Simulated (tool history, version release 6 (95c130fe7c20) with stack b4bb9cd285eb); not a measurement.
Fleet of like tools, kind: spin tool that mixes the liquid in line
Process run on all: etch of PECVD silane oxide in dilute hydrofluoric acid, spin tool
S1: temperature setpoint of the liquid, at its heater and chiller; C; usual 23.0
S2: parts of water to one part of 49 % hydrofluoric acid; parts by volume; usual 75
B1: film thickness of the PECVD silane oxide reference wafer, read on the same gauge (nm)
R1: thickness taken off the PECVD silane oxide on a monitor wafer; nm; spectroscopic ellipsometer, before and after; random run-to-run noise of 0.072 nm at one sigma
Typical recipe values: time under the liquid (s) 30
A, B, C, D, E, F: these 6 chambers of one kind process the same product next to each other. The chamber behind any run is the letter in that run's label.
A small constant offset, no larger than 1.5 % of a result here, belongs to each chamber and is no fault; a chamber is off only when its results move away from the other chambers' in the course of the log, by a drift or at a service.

Run 1D, hour 6.2: usual settings; B1 59.993. Result: R1 12.2440 nm.
Run 2C, hour 14.4: usual settings; B1 60.003. Result: R1 12.2450 nm.
Run 3A, hour 23.9: usual settings; B1 59.999. Result: R1 12.2850 nm.
Run 4B, hour 35.9: usual settings; B1 59.991. Result: R1 12.4620 nm.
Run 5E, hour 47.7: usual settings; B1 60.010. Result: R1 12.2660 nm.
Run 6F, hour 60.2: usual settings; B1 59.998. Result: R1 12.3300 nm.
At hour 68.2: chamber A: thermometer replaced.
Run 7F, hour 71.2: usual settings; B1 60.009. Result: R1 12.4070 nm.
Run 8D, hour 77.9: usual settings; B1 60.003. Result: R1 12.2430 nm.
Run 9E, hour 84.3: usual settings; B1 59.985. Result: R1 12.1680 nm.
Run 10B, hour 96.0: usual settings; B1 60.017. Result: R1 12.2300 nm.
Run 11A, hour 102.0: usual settings; B1 60.006. Result: R1 12.3370 nm.
Run 12C, hour 111.3: usual settings; B1 60.012. Result: R1 12.1460 nm.
Run 13E, hour 120.9: usual settings but S1 20.5 C, S2 40 parts by volume; B1 59.997. Result: R1 21.4610 nm.
Run 14C, hour 128.6: usual settings but S1 20.5 C, S2 40 parts by volume; B1 60.017. Result: R1 21.2180 nm.
Run 15D, hour 141.0: usual settings but S1 20.5 C, S2 40 parts by volume; B1 60.008. Result: R1 20.9150 nm.
Run 16A, hour 151.7: usual settings but S1 20.5 C, S2 40 parts by volume; B1 59.989. Result: R1 21.6930 nm.
Run 17F, hour 164.1: usual settings but S1 20.5 C, S2 40 parts by volume; B1 59.983. Result: R1 21.8640 nm.
Run 18B, hour 171.0: usual settings but S1 20.5 C, S2 40 parts by volume; B1 60.019. Result: R1 21.3470 nm.
Run 19D, hour 180.7: usual settings; B1 60.004. Result: R1 11.9110 nm.
Run 20B, hour 189.6: usual settings; B1 60.007. Result: R1 12.3550 nm.
Run 21A, hour 199.9: usual settings; B1 59.998. Result: R1 12.2430 nm.
Run 22E, hour 206.3: usual settings; B1 59.990. Result: R1 12.2810 nm.
Run 23C, hour 211.9: usual settings; B1 60.026. Result: R1 12.2830 nm.
At hour 212.8: chamber A: hydrofluoric acid flow meter replaced.
Run 24F, hour 224.3: usual settings but S1 18.5 C, time under the liquid (s) 15; B1 60.009. Result: R1 5.1254 nm.
At hour 226.2: chamber C: hydrofluoric acid flow meter replaced.
Run 25A, hour 231.6: usual settings but S1 18.5 C, time under the liquid (s) 15; B1 59.990. Result: R1 5.0653 nm.
Run 26C, hour 242.9: usual settings but S1 18.5 C, time under the liquid (s) 15; B1 59.989. Result: R1 5.0764 nm.
Run 27E, hour 255.2: usual settings but S1 18.5 C, time under the liquid (s) 15; B1 60.000. Result: R1 5.0689 nm.
Run 28D, hour 263.9: usual settings but S1 18.5 C, time under the liquid (s) 15; B1 59.992. Result: R1 4.9144 nm.
Run 29B, hour 275.1: usual settings but S1 18.5 C, time under the liquid (s) 15; B1 59.984. Result: R1 5.0641 nm.
Run 30F, hour 283.2: usual settings; B1 60.005. Result: R1 12.3160 nm.
Run 31B, hour 295.5: usual settings but S1 26.0 C, S2 95 parts by volume; B1 59.994. Result: R1 10.6880 nm.
Run 32A, hour 303.6: usual settings but S1 26.0 C, S2 95 parts by volume; B1 60.027. Result: R1 10.6530 nm.
Run 33C, hour 315.8: usual settings but S1 26.0 C, S2 95 parts by volume; B1 59.999. Result: R1 10.5590 nm.
Run 34E, hour 323.9: usual settings but S1 26.0 C, S2 95 parts by volume; B1 59.990. Result: R1 10.7040 nm.
At hour 329.9: chamber B: thermometer replaced.
Run 35D, hour 336.2: usual settings but S1 26.0 C, S2 95 parts by volume; B1 60.004. Result: R1 10.2320 nm.
At hour 347.1: chamber F: hydrofluoric acid flow meter replaced.
Run 36F, hour 348.7: usual settings but S1 26.0 C, S2 95 parts by volume; B1 60.021. Result: R1 10.6750 nm.
Run 37F, hour 354.7: usual settings; B1 59.993. Result: R1 12.3470 nm.
Run 38B, hour 361.6: usual settings; B1 59.989. Result: R1 12.3120 nm.
At hour 366.9: chamber E: hydrofluoric acid flow meter replaced.
Run 39A, hour 370.5: usual settings; B1 59.987. Result: R1 12.2060 nm.
Run 40D, hour 382.8: usual settings; B1 59.999. Result: R1 11.4060 nm.
Run 41C, hour 394.2: usual settings; B1 60.008. Result: R1 12.3500 nm.
Run 42E, hour 404.6: usual settings; B1 60.001. Result: R1 12.2890 nm.
Run 43A, hour 415.8: usual settings; B1 59.996. Result: R1 12.3480 nm.

Is one chamber off against the others, does the gauge drift, or is nothing wrong? If a chamber is off, say which, and what the likeliest cause is.

One chamber, D, drifts off from the rest bit by bit.
Likeliest cause: liquid colder than its thermometer reads (K) = 1.9.
With only this log, it may be confused with: hydrofluoric acid flow below the setpoint (%).

Below are 4 candidate recipes for chamber D's next run, each the usual settings with a change, their results shown as question marks. Which of them brings D's results back in line with what the other chambers give on the usual settings?
In-line tolerance around the mean of the other chambers on the usual settings: R1 0.2500 nm
Run 44D-1, hour 425.0: usual settings but S2 80 parts by volume. Result: R1 ?.
Run 44D-2, hour 425.0: usual settings but S1 25.0 C. Result: R1 ?.
Run 44D-3, hour 425.0: usual settings but S1 22.0 C. Result: R1 ?.
Run 44D-4, hour 425.0: usual settings but S1 24.0 C. Result: R1 ?.

Usual-settings mean across the other chambers: R1 12.2710 nm
  run       R1
44D-1  10.6210
44D-2  12.3420
44D-3  10.9260
44D-4  11.8530
The right change is 44D-2: it brings the chamber back within the allowed miss of the others.

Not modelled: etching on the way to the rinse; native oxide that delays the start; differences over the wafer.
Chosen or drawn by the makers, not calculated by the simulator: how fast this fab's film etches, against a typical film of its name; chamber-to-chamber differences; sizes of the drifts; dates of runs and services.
